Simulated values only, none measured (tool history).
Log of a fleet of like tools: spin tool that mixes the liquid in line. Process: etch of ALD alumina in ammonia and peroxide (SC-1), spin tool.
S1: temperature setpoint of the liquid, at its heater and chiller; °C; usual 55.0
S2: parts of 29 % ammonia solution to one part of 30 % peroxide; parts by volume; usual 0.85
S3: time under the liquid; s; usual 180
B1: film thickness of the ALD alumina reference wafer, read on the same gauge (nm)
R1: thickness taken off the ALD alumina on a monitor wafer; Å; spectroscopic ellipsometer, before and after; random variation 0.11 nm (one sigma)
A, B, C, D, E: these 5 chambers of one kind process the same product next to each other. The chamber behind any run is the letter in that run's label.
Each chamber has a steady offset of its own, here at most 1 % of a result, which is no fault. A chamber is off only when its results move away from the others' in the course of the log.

{"run": "1D", "day": 0.158, "S1": 55.0, "S2": 0.85, "S3": 180, "B1": 89.997, "R1": 114.63}
{"day": 0.25, "done": "chamber A: heated supply line repaired"}
{"run": "2C", "day": 0.446, "S1": 55.0, "S2": 0.85, "S3": 180, "B1": 89.977, "R1": 116.6}
{"run": "3E", "day": 0.754, "S1": 55.0, "S2": 0.85, "S3": 180, "B1": 89.999, "R1": 117.86}
{"day": 0.962, "done": "chamber E: thermometer replaced"}
{"run": "4B", "day": 0.996, "S1": 55.0, "S2": 0.85, "S3": 180, "B1": 90.005, "R1": 114.91}
{"run": "5A", "day": 1.2, "S1": 55.0, "S2": 0.85, "S3": 90, "B1": 90.027, "R1": 57.994}
{"run": "6D", "day": 1.412, "S1": 55.0, "S2": 0.85, "S3": 90, "B1": 90.019, "R1": 56.731}
{"run": "7E", "day": 1.717, "S1": 55.0, "S2": 0.85, "S3": 90, "B1": 89.998, "R1": 58.707}
{"run": "8C", "day": 1.95, "S1": 55.0, "S2": 0.85, "S3": 90, "B1": 89.989, "R1": 58.57}
{"run": "9B", "day": 2.121, "S1": 55.0, "S2": 0.85, "S3": 90, "B1": 90.013, "R1": 58.908}
{"run": "10A", "day": 2.446, "S1": 55.0, "S2": 0.85, "S3": 180, "B1": 90.027, "R1": 118.86}
{"run": "11A", "day": 2.742, "S1": 55.0, "S2": 0.85, "S3": 180, "B1": 89.996, "R1": 117.65}
{"day": 2.883, "done": "chamber B: new drum of ammonia solution connected"}
{"run": "12C", "day": 3.033, "S1": 46.0, "S2": 1.2, "S3": 180, "B1": 90.012, "R1": 72.724}
{"run": "13B", "day": 3.358, "S1": 46.0, "S2": 1.2, "S3": 180, "B1": 90.035, "R1": 73.254}
{"run": "14E", "day": 3.521, "S1": 46.0, "S2": 1.2, "S3": 180, "B1": 89.983, "R1": 73.116}
{"run": "15D", "day": 3.8, "S1": 46.0, "S2": 1.2, "S3": 180, "B1": 90.009, "R1": 72.923}
{"run": "16E", "day": 4.033, "S1": 46.0, "S2": 1.2, "S3": 180, "B1": 89.991, "R1": 73.75}
{"run": "17D", "day": 4.279, "S1": 55.0, "S2": 0.85, "S3": 180, "B1": 90.015, "R1": 114.48}
{"run": "18B", "day": 4.608, "S1": 48.5, "S2": 0.85, "S3": 180, "B1": 89.995, "R1": 83.052}
{"run": "19C", "day": 4.883, "S1": 48.5, "S2": 0.85, "S3": 180, "B1": 90.011, "R1": 78.236}
{"run": "20A", "day": 5.117, "S1": 48.5, "S2": 0.85, "S3": 180, "B1": 89.993, "R1": 81.09}
{"day": 5.262, "done": "chamber E: ammonia flow meter replaced"}
{"run": "21D", "day": 5.262, "S1": 48.5, "S2": 0.85, "S3": 180, "B1": 89.997, "R1": 80.208}
{"run": "22E", "day": 5.483, "S1": 48.5, "S2": 0.85, "S3": 180, "B1": 89.985, "R1": 82.436}
{"run": "23A", "day": 5.646, "S1": 55.0, "S2": 0.85, "S3": 180, "B1": 89.986, "R1": 117.17}
{"run": "24C", "day": 5.933, "S1": 55.0, "S2": 0.85, "S3": 180, "B1": 90.018, "R1": 111.56}
{"run": "25B", "day": 6.242, "S1": 55.0, "S2": 0.85, "S3": 180, "B1": 89.987, "R1": 118.13}
{"run": "26B", "day": 6.562, "S1": 55.0, "S2": 0.85, "S3": 180, "B1": 90.008, "R1": 117.04}
{"run": "27E", "day": 6.75, "S1": 64.5, "S2": 0.85, "S3": 180, "B1": 90.001, "R1": 190.77}
{"run": "28D", "day": 6.979, "S1": 64.5, "S2": 0.85, "S3": 180, "B1": 90.013, "R1": 186.06}
{"run": "29C", "day": 7.308, "S1": 64.5, "S2": 0.85, "S3": 180, "B1": 90.022, "R1": 176.11}
{"day": 7.412, "done": "chamber C: ammonia flow meter replaced"}
{"run": "30A", "day": 7.571, "S1": 64.5, "S2": 0.85, "S3": 180, "B1": 90.027, "R1": 190.7}
{"run": "31C", "day": 7.775, "S1": 64.5, "S2": 0.85, "S3": 180, "B1": 90.007, "R1": 175.49}
{"run": "32B", "day": 7.933, "S1": 63.0, "S2": 0.55, "S3": 180, "B1": 90.005, "R1": 167.99}
{"run": "33E", "day": 8.254, "S1": 63.0, "S2": 0.55, "S3": 180, "B1": 90.01, "R1": 172.31}
{"run": "34D", "day": 8.567, "S1": 63.0, "S2": 0.55, "S3": 180, "B1": 90.008, "R1": 166.62}
{"run": "35A", "day": 8.892, "S1": 63.0, "S2": 0.55, "S3": 180, "B1": 89.996, "R1": 169.5}
{"run": "36D", "day": 9.167, "S1": 63.0, "S2": 0.55, "S3": 180, "B1": 90.003, "R1": 165.24}
{"day": 9.325, "done": "chamber E: new drum of ammonia solution connected"}
{"run": "37C", "day": 9.458, "S1": 55.0, "S2": 0.85, "S3": 180, "B1": 90.001, "R1": 105.54}
{"run": "38A", "day": 9.617, "S1": 55.0, "S2": 0.85, "S3": 180, "B1": 89.987, "R1": 117.39}
{"run": "39B", "day": 9.904, "S1": 55.0, "S2": 0.85, "S3": 180, "B1": 89.979, "R1": 116.47}
{"run": "40E", "day": 10.208, "S1": 55.0, "S2": 0.85, "S3": 180, "B1": 90.008, "R1": 117.74}
{"run": "41B", "day": 10.475, "S1": 55.0, "S2": 0.85, "S3": 180, "B1": 89.992, "R1": 114.8}
{"run": "42D", "day": 10.658, "S1": 55.0, "S2": 0.85, "S3": 180, "B1": 90.0, "R1": 114.86}
{"run": "43C", "day": 10.842, "S1": 55.0, "S2": 0.85, "S3": 180, "B1": 90.006, "R1": 103.17}
{"run": "44A", "day": 11.079, "S1": 55.0, "S2": 0.85, "S3": 180, "B1": 89.967, "R1": 116.34}

Each of the 5 chambers runs these same settings next. Fill in every chamber's results:
{"run": "45A", "day": 11.317, "S1": 55.0, "S2": 0.85, "S3": 130, "R1": "?"}
{"run": "45B", "day": 11.317, "S1": 55.0, "S2": 0.85, "S3": 130, "R1": "?"}
{"run": "45C", "day": 11.317, "S1": 55.0, "S2": 0.85, "S3": 130, "R1": "?"}
{"run": "45D", "day": 11.317, "S1": 55.0, "S2": 0.85, "S3": 130, "R1": "?"}
{"run": "45E", "day": 11.317, "S1": 55.0, "S2": 0.85, "S3": 130, "R1": "?"}

run=45A R1=86.171
run=45B R1=83.336
run=45C R1=75.209
run=45D R1=82.331
run=45E R1=84.130
